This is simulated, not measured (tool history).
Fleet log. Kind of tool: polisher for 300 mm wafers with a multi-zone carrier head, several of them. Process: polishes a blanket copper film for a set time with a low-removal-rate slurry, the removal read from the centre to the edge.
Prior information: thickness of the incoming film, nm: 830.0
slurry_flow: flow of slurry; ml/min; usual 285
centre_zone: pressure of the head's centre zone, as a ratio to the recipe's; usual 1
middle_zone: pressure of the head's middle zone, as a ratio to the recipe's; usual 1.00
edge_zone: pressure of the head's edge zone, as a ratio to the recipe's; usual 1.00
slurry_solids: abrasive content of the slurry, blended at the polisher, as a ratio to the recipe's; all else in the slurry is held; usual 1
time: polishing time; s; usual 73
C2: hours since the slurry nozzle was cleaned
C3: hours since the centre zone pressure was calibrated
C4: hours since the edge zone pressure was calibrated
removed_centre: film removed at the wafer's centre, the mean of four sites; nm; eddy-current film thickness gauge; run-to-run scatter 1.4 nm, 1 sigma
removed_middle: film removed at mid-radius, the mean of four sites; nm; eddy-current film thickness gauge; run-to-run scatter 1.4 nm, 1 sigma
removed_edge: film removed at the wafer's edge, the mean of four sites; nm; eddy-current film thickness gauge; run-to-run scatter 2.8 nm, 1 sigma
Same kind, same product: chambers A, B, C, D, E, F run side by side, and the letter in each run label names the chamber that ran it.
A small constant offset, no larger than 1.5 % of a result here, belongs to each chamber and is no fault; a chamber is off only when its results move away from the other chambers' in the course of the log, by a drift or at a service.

{"day": 0.133, "done": "chamber F: worn pad replaced by a new one"}
{"run": "1E", "day": 0.154, "slurry_flow": 285, "centre_zone": 1, "middle_zone": 1.0, "edge_zone": 1.0, "slurry_solids": 1, "time": 73, "wafers polished on this pad": 318, "C2": 166.5, "C3": 1370.7, "C4": 117.3, "removed_centre": 199.45, "removed_middle": 199.6, "removed_edge": 192.54}
{"run": "2B", "day": 0.329, "slurry_flow": 285, "centre_zone": 1, "middle_zone": 1.0, "edge_zone": 1.0, "slurry_solids": 1, "time": 73, "wafers polished on this pad": 1217, "C2": 28.7, "C3": 428.8, "C4": 285.7, "removed_centre": 199.08, "removed_middle": 200.13, "removed_edge": 201.89}
{"day": 0.358, "done": "chamber D: worn pad replaced by a new one"}
{"run": "3A", "day": 0.517, "slurry_flow": 285, "centre_zone": 1, "middle_zone": 1.0, "edge_zone": 1.0, "slurry_solids": 1, "time": 73, "wafers polished on this pad": 645, "C2": 430.3, "C3": 1155.0, "C4": 170.1, "removed_centre": 195.09, "removed_middle": 198.16, "removed_edge": 203.36}
{"run": "4F", "day": 0.729, "slurry_flow": 285, "centre_zone": 1, "middle_zone": 1.0, "edge_zone": 1.0, "slurry_solids": 1, "time": 73, "wafers polished on this pad": 190, "C2": 234.1, "C3": 934.5, "C4": 297.8, "removed_centre": 200.28, "removed_middle": 196.43, "removed_edge": 195.84}
{"run": "5C", "day": 0.833, "slurry_flow": 285, "centre_zone": 1, "middle_zone": 1.0, "edge_zone": 1.0, "slurry_solids": 1, "time": 73, "wafers polished on this pad": 1016, "C2": 486.2, "C3": 141.7, "C4": 176.0, "removed_centre": 197.86, "removed_middle": 196.25, "removed_edge": 201.47}
{"run": "6D", "day": 1.038, "slurry_flow": 285, "centre_zone": 1, "middle_zone": 1.0, "edge_zone": 1.0, "slurry_solids": 1, "time": 73, "wafers polished on this pad": 216, "C2": 120.7, "C3": 59.5, "C4": 365.3, "removed_centre": 193.05, "removed_middle": 196.08, "removed_edge": 193.54}
{"run": "7B", "day": 1.217, "slurry_flow": 285, "centre_zone": 1, "middle_zone": 1.0, "edge_zone": 1.0, "slurry_solids": 1, "time": 73, "wafers polished on this pad": 1499, "C2": 50.0, "C3": 450.1, "C4": 307.0, "removed_centre": 199.38, "removed_middle": 200.84, "removed_edge": 199.54}
{"day": 1.242, "done": "chamber B: worn pad replaced by a new one"}
{"run": "8F", "day": 1.321, "slurry_flow": 285, "centre_zone": 1, "middle_zone": 1.0, "edge_zone": 1.0, "slurry_solids": 1, "time": 73, "wafers polished on this pad": 378, "C2": 248.3, "C3": 948.7, "C4": 312.0, "removed_centre": 197.77, "removed_middle": 198.5, "removed_edge": 199.23}
{"day": 1.492, "done": "chamber C: worn pad replaced by a new one"}
{"run": "9D", "day": 1.533, "slurry_flow": 285, "centre_zone": 1, "middle_zone": 1.0, "edge_zone": 1.06, "slurry_solids": 1, "time": 73, "wafers polished on this pad": 374, "C2": 132.6, "C3": 71.4, "C4": 377.2, "removed_centre": 197.95, "removed_middle": 198.96, "removed_edge": 204.57}
{"run": "10E", "day": 1.696, "slurry_flow": 285, "centre_zone": 1, "middle_zone": 1.0, "edge_zone": 1.06, "slurry_solids": 1, "time": 73, "wafers polished on this pad": 808, "C2": 203.5, "C3": 1407.7, "C4": 154.3, "removed_centre": 200.7, "removed_middle": 199.12, "removed_edge": 202.21}
{"run": "11A", "day": 1.888, "slurry_flow": 285, "centre_zone": 1, "middle_zone": 1.0, "edge_zone": 1.06, "slurry_solids": 1, "time": 73, "wafers polished on this pad": 1080, "C2": 463.2, "C3": 1187.9, "C4": 203.0, "removed_centre": 196.75, "removed_middle": 196.47, "removed_edge": 203.53}
{"run": "12C", "day": 2.042, "slurry_flow": 285, "centre_zone": 1, "middle_zone": 1.0, "edge_zone": 1.06, "slurry_solids": 1, "time": 73, "wafers polished on this pad": 174, "C2": 515.2, "C3": 170.7, "C4": 205.0, "removed_centre": 198.96, "removed_middle": 195.17, "removed_edge": 210.68}
{"day": 2.167, "done": "chamber A: worn pad replaced by a new one"}
{"run": "13B", "day": 2.192, "slurry_flow": 285, "centre_zone": 1, "middle_zone": 1.0, "edge_zone": 1.06, "slurry_solids": 1, "time": 73, "wafers polished on this pad": 302, "C2": 73.4, "C3": 473.5, "C4": 330.4, "removed_centre": 197.27, "removed_middle": 203.19, "removed_edge": 201.37}
{"run": "14C", "day": 2.375, "slurry_flow": 285, "centre_zone": 1, "middle_zone": 1.0, "edge_zone": 1.06, "slurry_solids": 1, "time": 73, "wafers polished on this pad": 280, "C2": 523.2, "C3": 178.7, "C4": 213.0, "removed_centre": 198.09, "removed_middle": 197.56, "removed_edge": 209.03}
{"run": "15F", "day": 2.529, "slurry_flow": 285, "centre_zone": 1, "middle_zone": 1.0, "edge_zone": 1.0, "slurry_solids": 1, "time": 73, "wafers polished on this pad": 762, "C2": 277.3, "C3": 977.7, "C4": 341.0, "removed_centre": 198.9, "removed_middle": 199.75, "removed_edge": 199.37}
{"day": 2.679, "done": "chamber E: centre zone pressure recalibrated"}
{"run": "16E", "day": 2.704, "slurry_flow": 285, "centre_zone": 1, "middle_zone": 1.0, "edge_zone": 1.0, "slurry_solids": 1, "time": 73, "wafers polished on this pad": 1128, "C2": 227.7, "C3": 0.6, "C4": 178.5, "removed_centre": 199.16, "removed_middle": 194.74, "removed_edge": 191.13}
{"run": "17A", "day": 2.804, "slurry_flow": 285, "centre_zone": 1, "middle_zone": 1.0, "edge_zone": 1.0, "slurry_solids": 1, "time": 73, "wafers polished on this pad": 203, "C2": 485.2, "C3": 1209.9, "C4": 225.0, "removed_centre": 196.36, "removed_middle": 198.44, "removed_edge": 202.52}
{"run": "18D", "day": 3.012, "slurry_flow": 285, "centre_zone": 1, "middle_zone": 1.0, "edge_zone": 1.0, "slurry_solids": 1, "time": 73, "wafers polished on this pad": 843, "C2": 168.1, "C3": 106.9, "C4": 412.7, "removed_centre": 194.2, "removed_middle": 192.95, "removed_edge": 198.07}
{"run": "19F", "day": 3.196, "slurry_flow": 285, "centre_zone": 1, "middle_zone": 1.0, "edge_zone": 1.0, "slurry_solids": 1, "time": 73, "wafers polished on this pad": 974, "C2": 293.3, "C3": 993.7, "C4": 357.0, "removed_centre": 198.89, "removed_middle": 195.62, "removed_edge": 192.15}
{"run": "20B", "day": 3.35, "slurry_flow": 285, "centre_zone": 1, "middle_zone": 1.0, "edge_zone": 1.0, "slurry_solids": 1, "time": 73, "wafers polished on this pad": 670, "C2": 101.2, "C3": 501.3, "C4": 358.2, "removed_centre": 198.07, "removed_middle": 198.76, "removed_edge": 202.16}
{"run": "21A", "day": 3.554, "slurry_flow": 250, "centre_zone": 1, "middle_zone": 1.0, "edge_zone": 1.0, "slurry_solids": 1, "time": 73, "wafers polished on this pad": 441, "C2": 503.2, "C3": 1227.9, "C4": 243.0, "removed_centre": 193.27, "removed_middle": 193.19, "removed_edge": 197.31}
{"day": 3.596, "done": "chamber A: centre zone pressure recalibrated"}
{"run": "22D", "day": 3.746, "slurry_flow": 250, "centre_zone": 1, "middle_zone": 1.0, "edge_zone": 1.0, "slurry_solids": 1, "time": 73, "wafers polished on this pad": 1076, "C2": 185.7, "C3": 124.5, "C4": 430.3, "removed_centre": 192.6, "removed_middle": 193.37, "removed_edge": 195.2}
{"run": "23E", "day": 3.958, "slurry_flow": 250, "centre_zone": 1, "middle_zone": 1.0, "edge_zone": 1.0, "slurry_solids": 1, "time": 73, "wafers polished on this pad": 1527, "C2": 257.8, "C3": 30.7, "C4": 208.6, "removed_centre": 193.13, "removed_middle": 191.05, "removed_edge": 188.04}
{"run": "24C", "day": 4.092, "slurry_flow": 250, "centre_zone": 1, "middle_zone": 1.0, "edge_zone": 1.0, "slurry_solids": 1, "time": 73, "wafers polished on this pad": 826, "C2": 564.4, "C3": 219.9, "C4": 254.2, "removed_centre": 193.77, "removed_middle": 193.81, "removed_edge": 200.89}
{"run": "25E", "day": 4.304, "slurry_flow": 250, "centre_zone": 1, "middle_zone": 1.0, "edge_zone": 1.0, "slurry_solids": 1, "time": 73, "wafers polished on this pad": 1637, "C2": 266.1, "C3": 39.0, "C4": 216.9, "removed_centre": 190.19, "removed_middle": 187.0, "removed_edge": 192.1}
{"day": 4.438, "done": "chamber B: centre zone pressure recalibrated"}
{"run": "26D", "day": 4.442, "slurry_flow": 250, "centre_zone": 1, "middle_zone": 1.0, "edge_zone": 1.0, "slurry_solids": 1, "time": 73, "wafers polished on this pad": 1298, "C2": 202.4, "C3": 141.2, "C4": 447.0, "removed_centre": 189.08, "removed_middle": 192.01, "removed_edge": 196.11}
{"day": 4.45, "done": "chamber D: worn pad replaced by a new one"}
{"day": 4.554, "done": "chamber F: worn pad replaced by a new one"}
{"run": "27F", "day": 4.571, "slurry_flow": 285, "centre_zone": 1, "middle_zone": 1.0, "edge_zone": 1.0, "slurry_solids": 1, "time": 73, "wafers polished on this pad": 6, "C2": 326.3, "C3": 1026.7, "C4": 390.0, "removed_centre": 198.84, "removed_middle": 201.73, "removed_edge": 194.19}
{"run": "28A", "day": 4.762, "slurry_flow": 285, "centre_zone": 1, "middle_zone": 1.0, "edge_zone": 1.0, "slurry_solids": 1, "time": 73, "wafers polished on this pad": 825, "C2": 532.2, "C3": 28.1, "C4": 272.0, "removed_centre": 197.1, "removed_middle": 196.86, "removed_edge": 196.35}
{"day": 4.85, "done": "chamber B: worn pad replaced by a new one"}
{"run": "29B", "day": 4.921, "slurry_flow": 285, "centre_zone": 1, "middle_zone": 1.0, "edge_zone": 1.0, "slurry_solids": 1, "time": 73, "wafers polished on this pad": 23, "C2": 138.9, "C3": 11.7, "C4": 395.9, "removed_centre": 201.16, "removed_middle": 202.82, "removed_edge": 200.12}
{"run": "30C", "day": 5.021, "slurry_flow": 285, "centre_zone": 1, "middle_zone": 1.0, "edge_zone": 1.0, "slurry_solids": 1, "time": 73, "wafers polished on this pad": 1121, "C2": 586.7, "C3": 242.2, "C4": 276.5, "removed_centre": 197.49, "removed_middle": 196.59, "removed_edge": 199.09}
{"day": 5.2, "done": "chamber C: worn pad replaced by a new one"}
{"run": "31D", "day": 5.217, "slurry_flow": 285, "centre_zone": 1, "middle_zone": 1.0, "edge_zone": 1.0, "slurry_solids": 1, "time": 73, "wafers polished on this pad": 244, "C2": 221.0, "C3": 159.8, "C4": 465.6, "removed_centre": 194.89, "removed_middle": 195.88, "removed_edge": 199.44}
{"day": 5.362, "done": "chamber E: slurry nozzle cleaned"}
{"run": "32B", "day": 5.412, "slurry_flow": 285, "centre_zone": 1, "middle_zone": 1.0, "edge_zone": 1.0, "slurry_solids": 1, "time": 73, "wafers polished on this pad": 179, "C2": 150.7, "C3": 23.5, "C4": 407.7, "removed_centre": 201.64, "removed_middle": 201.0, "removed_edge": 198.75}
{"run": "33F", "day": 5.554, "slurry_flow": 285, "centre_zone": 1, "middle_zone": 1.0, "edge_zone": 1.0, "slurry_solids": 1, "time": 73, "wafers polished on this pad": 318, "C2": 349.9, "C3": 1050.3, "C4": 413.6, "removed_centre": 199.99, "removed_middle": 199.55, "removed_edge": 193.78}
{"run": "34A", "day": 5.746, "slurry_flow": 285, "centre_zone": 1, "middle_zone": 1.0, "edge_zone": 1.0, "slurry_solids": 1, "time": 73, "wafers polished on this pad": 1138, "C2": 555.8, "C3": 51.7, "C4": 295.6, "removed_centre": 197.15, "removed_middle": 199.79, "removed_edge": 197.49}
{"run": "35C", "day": 5.967, "slurry_flow": 285, "centre_zone": 1, "middle_zone": 1.0, "edge_zone": 1.0, "slurry_solids": 1, "time": 73, "wafers polished on this pad": 244, "C2": 609.4, "C3": 264.9, "C4": 299.2, "removed_centre": 198.61, "removed_middle": 195.81, "removed_edge": 196.54}
{"run": "36E", "day": 6.179, "slurry_flow": 285, "centre_zone": 1, "middle_zone": 1.0, "edge_zone": 1.0, "slurry_solids": 1, "time": 73, "wafers polished on this pad": 2232, "C2": 19.7, "C3": 84.0, "C4": 261.9, "removed_centre": 190.85, "removed_middle": 187.12, "removed_edge": 188.35}
{"run": "37C", "day": 6.346, "slurry_flow": 285, "centre_zone": 1, "middle_zone": 1.0, "edge_zone": 1.0, "slurry_solids": 1, "time": 73, "wafers polished on this pad": 364, "C2": 618.5, "C3": 274.0, "C4": 308.3, "removed_centre": 197.88, "removed_middle": 197.81, "removed_edge": 195.63}
{"day": 6.533, "done": "chamber A: worn pad replaced by a new one"}
{"run": "38B", "day": 6.538, "slurry_flow": 285, "centre_zone": 1, "middle_zone": 1.0, "edge_zone": 1.0, "slurry_solids": 1, "time": 73, "wafers polished on this pad": 536, "C2": 177.7, "C3": 50.5, "C4": 434.7, "removed_centre": 200.11, "removed_middle": 199.12, "removed_edge": 193.86}
{"run": "39A", "day": 6.671, "slurry_flow": 285, "centre_zone": 1, "middle_zone": 1.04, "edge_zone": 1.0, "slurry_solids": 1, "time": 73, "wafers polished on this pad": 43, "C2": 578.0, "C3": 73.9, "C4": 317.8, "removed_centre": 196.01, "removed_middle": 207.43, "removed_edge": 201.14}
{"run": "40D", "day": 6.867, "slurry_flow": 285, "centre_zone": 1, "middle_zone": 1.04, "edge_zone": 1.0, "slurry_solids": 1, "time": 73, "wafers polished on this pad": 768, "C2": 260.6, "C3": 199.4, "C4": 505.2, "removed_centre": 195.33, "removed_middle": 203.94, "removed_edge": 191.66}

Each of the 6 chambers runs these same settings next. Fill in every chamber's results:
{"run": "41A", "day": 7.033, "slurry_flow": 285, "centre_zone": 1, "middle_zone": 1.0, "edge_zone": 1.0, "slurry_solids": 1, "time": 73, "removed_centre": "?", "removed_middle": "?", "removed_edge": "?"}
{"run": "41B", "day": 7.033, "slurry_flow": 285, "centre_zone": 1, "middle_zone": 1.0, "edge_zone": 1.0, "slurry_solids": 1, "time": 73, "removed_centre": "?", "removed_middle": "?", "removed_edge": "?"}
{"run": "41C", "day": 7.033, "slurry_flow": 285, "centre_zone": 1, "middle_zone": 1.0, "edge_zone": 1.0, "slurry_solids": 1, "time": 73, "removed_centre": "?", "removed_middle": "?", "removed_edge": "?"}
{"run": "41D", "day": 7.033, "slurry_flow": 285, "centre_zone": 1, "middle_zone": 1.0, "edge_zone": 1.0, "slurry_solids": 1, "time": 73, "removed_centre": "?", "removed_middle": "?", "removed_edge": "?"}
{"run": "41E", "day": 7.033, "slurry_flow": 285, "centre_zone": 1, "middle_zone": 1.0, "edge_zone": 1.0, "slurry_solids": 1, "time": 73, "removed_centre": "?", "removed_middle": "?", "removed_edge": "?"}
{"run": "41F", "day": 7.033, "slurry_flow": 285, "centre_zone": 1, "middle_zone": 1.0, "edge_zone": 1.0, "slurry_solids": 1, "time": 73, "removed_centre": "?", "removed_middle": "?", "removed_edge": "?"}

run=41A removed_centre=197.77 removed_middle=199.06 removed_edge=199.28
run=41B removed_centre=201.86 removed_middle=200.06 removed_edge=194.87
run=41C removed_centre=195.99 removed_middle=197.13 removed_edge=203.38
run=41D removed_centre=197.04 removed_middle=196.83 removed_edge=194.56
run=41E removed_centre=186.98 removed_middle=182.17 removed_edge=183.71
run=41F removed_centre=200.98 removed_middle=195.70 removed_edge=197.73
